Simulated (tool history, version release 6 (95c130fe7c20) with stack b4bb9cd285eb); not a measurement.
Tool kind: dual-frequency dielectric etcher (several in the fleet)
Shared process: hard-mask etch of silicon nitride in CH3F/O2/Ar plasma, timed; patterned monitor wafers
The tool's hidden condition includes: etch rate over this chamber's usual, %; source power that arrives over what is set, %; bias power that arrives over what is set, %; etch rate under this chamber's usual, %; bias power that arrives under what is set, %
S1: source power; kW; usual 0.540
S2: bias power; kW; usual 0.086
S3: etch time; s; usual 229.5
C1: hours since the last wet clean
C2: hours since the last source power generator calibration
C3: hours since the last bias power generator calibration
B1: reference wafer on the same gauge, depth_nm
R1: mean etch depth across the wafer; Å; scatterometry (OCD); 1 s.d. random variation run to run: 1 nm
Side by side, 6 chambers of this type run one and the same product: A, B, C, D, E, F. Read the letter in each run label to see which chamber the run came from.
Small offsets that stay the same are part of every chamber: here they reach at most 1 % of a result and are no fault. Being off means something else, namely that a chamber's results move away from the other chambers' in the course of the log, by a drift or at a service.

run,hour,S1,S2,S3,C1,C2,C3,B1,R1
1B,15.2,0.540,0.086,229.5,140.9,1029.3,3309.0,177.94,1901.6
2F,29.8,0.540,0.086,229.5,228.7,1891.5,1330.9,177.90,1904.7
3A,39.8,0.540,0.086,229.5,343.6,781.1,3247.7,177.88,1916.1
4D,46.8,0.540,0.086,229.5,346.4,80.9,888.1,177.85,1910.8
5E,56.0,0.540,0.086,229.5,455.4,639.8,1089.7,177.93,1914.3
6C,67.8,0.540,0.086,229.5,342.3,720.8,1810.3,177.96,1899.5
7B,80.2,0.540,0.086,229.5,205.9,1094.3,3374.0,178.01,1911.5
8A,87.1,0.540,0.069,264.5,390.9,828.4,3295.0,177.89,2039.1
9E,96.5,0.540,0.069,264.5,495.9,680.3,1130.2,178.12,2077.1
# hour 103.9: chamber E: wet clean of the chamber
10C,111.0,0.540,0.069,264.5,385.5,764.0,1853.5,178.05,2047.8
11F,118.3,0.540,0.069,264.5,317.2,1980.0,1419.4,177.92,2056.5
12D,127.2,0.540,0.069,264.5,426.8,161.3,968.5,177.92,2065.1
13A,141.1,0.540,0.069,264.5,444.9,882.4,3349.0,177.85,2043.5
14B,157.0,0.540,0.086,229.5,282.7,1171.1,3450.8,178.04,1912.9
# hour 163.4: chamber D: wet clean of the chamber
15C,168.4,0.540,0.086,229.5,442.9,821.4,1910.9,178.22,1895.7
16E,182.3,0.540,0.086,229.5,78.5,766.1,1216.0,177.92,1931.8
17F,189.2,0.540,0.086,229.5,388.1,2050.9,1490.3,178.12,1926.5
18D,201.5,0.620,0.097,229.5,38.1,235.6,1042.8,178.16,2107.7
19E,217.0,0.620,0.097,229.5,113.2,800.8,1250.7,177.95,2086.4
20A,229.2,0.620,0.097,229.5,533.0,970.5,3437.1,178.06,2097.3
21B,238.2,0.620,0.097,229.5,363.9,1252.3,3532.0,178.00,2093.0
22C,249.1,0.620,0.097,229.5,523.6,902.1,1991.6,177.97,2044.3
23D,260.9,0.620,0.097,229.5,97.5,295.0,1102.2,177.83,2091.9
24F,268.4,0.540,0.086,229.5,467.3,2130.1,1569.5,178.12,1913.7
25C,277.0,0.540,0.086,229.5,551.5,930.0,2019.5,178.03,1848.1
26B,288.3,0.540,0.086,229.5,414.0,1302.4,3582.1,178.27,1898.9
27F,300.3,0.540,0.086,229.5,499.2,2162.0,1601.4,178.06,1922.8
28A,315.2,0.540,0.086,229.5,619.0,1056.5,3523.1,177.98,1894.6
29E,322.2,0.540,0.086,229.5,218.4,906.0,1355.9,177.82,1943.5
# hour 323.2: chamber A: wet clean of the chamber
30D,330.6,0.540,0.086,229.5,167.2,364.7,1171.9,178.28,1920.3
# hour 331.3: chamber F: wet clean of the chamber
31D,344.5,0.540,0.086,229.5,181.1,378.6,1185.8,177.93,1911.6
32B,351.8,0.540,0.086,229.5,477.5,1365.9,3645.6,177.99,1900.9
33C,363.3,0.540,0.086,229.5,637.8,1016.3,2105.8,178.07,1834.1
34E,374.8,0.540,0.086,229.5,271.0,958.6,1408.5,178.14,1943.9
35F,389.3,0.540,0.086,229.5,58.1,2251.0,1690.4,177.85,1916.0
36A,396.2,0.600,0.103,229.5,73.0,1137.5,3604.1,177.81,2096.8
37E,407.2,0.600,0.103,229.5,303.4,991.0,1440.9,177.80,2143.9
38C,420.6,0.600,0.103,229.5,695.1,1073.6,2163.1,178.02,1994.8
39F,434.8,0.600,0.103,229.5,103.6,2296.5,1735.9,177.90,2098.4

All chambers now run identical settings, listed one chamber a line with results as question marks. What results will each chamber show?
40A,446.2,0.540,0.086,192.5,,,,,?
40B,446.2,0.540,0.086,192.5,,,,,?
40C,446.2,0.540,0.086,192.5,,,,,?
40D,446.2,0.540,0.086,192.5,,,,,?
40E,446.2,0.540,0.086,192.5,,,,,?
40F,446.2,0.540,0.086,192.5,,,,,?

run,R1
40A,1591.5
40B,1607.6
40C,1516.7
40D,1617.7
40E,1606.0
40F,1604.7
